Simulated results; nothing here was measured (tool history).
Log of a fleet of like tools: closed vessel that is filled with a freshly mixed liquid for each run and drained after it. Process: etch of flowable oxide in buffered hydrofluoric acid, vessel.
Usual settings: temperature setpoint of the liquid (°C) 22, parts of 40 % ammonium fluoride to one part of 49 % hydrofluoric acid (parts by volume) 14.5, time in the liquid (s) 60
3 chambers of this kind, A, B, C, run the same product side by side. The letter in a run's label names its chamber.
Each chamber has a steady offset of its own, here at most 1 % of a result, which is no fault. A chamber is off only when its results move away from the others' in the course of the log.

run,hour,temperature setpoint of the liquid (°C),parts of 40 % ammonium fluoride to one part of 49 % hydrofluoric acid (parts by volume),time in the liquid (s),"read-back film thickness of the flowable oxide reference wafer, read on the same gauge (nm)",thickness taken off the flowable oxide on a monitor wafer (nm)
1A,7,22,14.5,60,89.986,225.35
2B,16.6,22,14.5,60,90.003,220.37
3C,27.3,22,14.5,60,89.991,223.02
4B,33.4,22,14.5,60,90.009,220.69
5A,39.2,22,14.5,60,90.009,219.13
6C,46.5,22,14.5,60,90.011,222.02
7A,55.6,22,14.5,60,89.975,222.05
8B,65.2,22,14.5,60,89.998,222.63
9C,72.4,22,14.5,60,89.969,218.78
10B,78.2,22,14.5,60,89.992,220.9
11A,85.1,22,14.5,60,90.001,220.77
12C,92.1,22,14.5,60,90.023,220.25
13B,100.1,22,14.5,60,90.012,220.46
14A,110.5,22,14.5,60,90.016,210.96
15C,121.5,22,14.5,60,89.974,223.13
# hour 127.1: chamber A: thermometer replaced
16C,132.8,22,14.5,60,89.976,222.29
17B,138.1,22,14.5,60,90.005,220.97
18A,148,22,14.5,60,90.008,206.27
19A,157.7,22,14.5,60,89.99,202.83
20B,168.5,22,14.5,60,90.007,222.14
21C,179,22,14.5,60,90.029,223.54
22A,189.5,22,14.5,60,90.014,198.08

Next, every chamber runs the same settings. What will each give?
23A,197.7,22,14.5,60,,?
23B,197.7,22,14.5,60,,?
23C,197.7,22,14.5,60,,?

run,thickness taken off the flowable oxide on a monitor wafer (nm)
23A,197.6
23B,220.19
23C,222.44

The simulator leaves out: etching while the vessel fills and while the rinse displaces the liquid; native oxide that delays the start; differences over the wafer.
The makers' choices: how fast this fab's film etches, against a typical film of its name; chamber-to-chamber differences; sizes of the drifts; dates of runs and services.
